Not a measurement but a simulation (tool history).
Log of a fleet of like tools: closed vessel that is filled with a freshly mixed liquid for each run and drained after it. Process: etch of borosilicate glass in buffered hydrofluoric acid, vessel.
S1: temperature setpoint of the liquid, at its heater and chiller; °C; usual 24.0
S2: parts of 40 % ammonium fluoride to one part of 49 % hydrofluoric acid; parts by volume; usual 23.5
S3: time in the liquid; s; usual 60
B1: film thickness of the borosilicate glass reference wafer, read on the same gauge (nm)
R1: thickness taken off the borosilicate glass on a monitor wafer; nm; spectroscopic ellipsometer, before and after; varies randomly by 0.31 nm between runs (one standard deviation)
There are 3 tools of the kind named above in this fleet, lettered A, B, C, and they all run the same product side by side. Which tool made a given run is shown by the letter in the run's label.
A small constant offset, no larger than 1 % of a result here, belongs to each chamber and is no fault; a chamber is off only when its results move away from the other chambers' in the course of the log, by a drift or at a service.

| run | hour | S1 | S2 | S3 | B1 | R1 |
|---|---|---|---|---|---|---|
| 1C | 4.6 | 24.0 | 23.5 | 60 | 130.00 | 34.234 |
| 2B | 13.3 | 24.0 | 23.5 | 60 | 130.02 | 34.494 |
| 3A | 19.9 | 24.0 | 23.5 | 60 | 130.00 | 33.611 |
| 4C | 24.6 | 24.0 | 23.5 | 60 | 130.01 | 34.617 |
| 5A | 29.3 | 24.0 | 23.5 | 60 | 129.98 | 33.871 |
| 6B | 36.4 | 24.0 | 23.5 | 60 | 129.99 | 34.151 |
| 7C | 40.8 | 24.0 | 17.5 | 60 | 130.00 | 43.347 |
| 8A | 47.7 | 24.0 | 17.5 | 60 | 129.99 | 43.368 |
| 9B | 53.1 | 24.0 | 17.5 | 60 | 129.99 | 43.942 |
| 10C | 62.8 | 24.0 | 23.5 | 60 | 130.00 | 33.387 |
| 11B | 71.7 | 24.0 | 23.5 | 60 | 129.99 | 34.188 |
| 12A | 79.6 | 24.0 | 30.0 | 35 | 130.01 | 16.609 |
| 13C | 87.0 | 24.0 | 30.0 | 35 | 130.00 | 16.101 |
| 14B | 96.4 | 24.0 | 30.0 | 35 | 130.00 | 16.690 |
| 15A | 105.9 | 24.0 | 23.5 | 60 | 129.99 | 34.067 |
| 16C | 113.2 | 24.0 | 23.5 | 60 | 130.01 | 32.590 |
| 17B | 117.9 | 24.0 | 23.5 | 60 | 129.99 | 33.725 |
| 18A | 124.1 | 27.5 | 23.5 | 60 | 130.00 | 40.613 |
| 19C | 133.3 | 27.5 | 23.5 | 60 | 130.00 | 38.358 |
| 20B | 142.6 | 27.5 | 23.5 | 60 | 130.01 | 40.797 |
| 21A | 151.9 | 24.0 | 23.5 | 60 | 130.01 | 33.406 |

For the next run the whole fleet of 3 chambers uses the same settings. Give each chamber's results:
| 22A | 158.9 | 24.0 | 23.5 | 60 |  | ? |
| 22B | 158.9 | 24.0 | 23.5 | 60 |  | ? |
| 22C | 158.9 | 24.0 | 23.5 | 60 |  | ? |

| run | R1 |
|---|---|
| 22A | 34.242 |
| 22B | 33.285 |
| 22C | 31.152 |
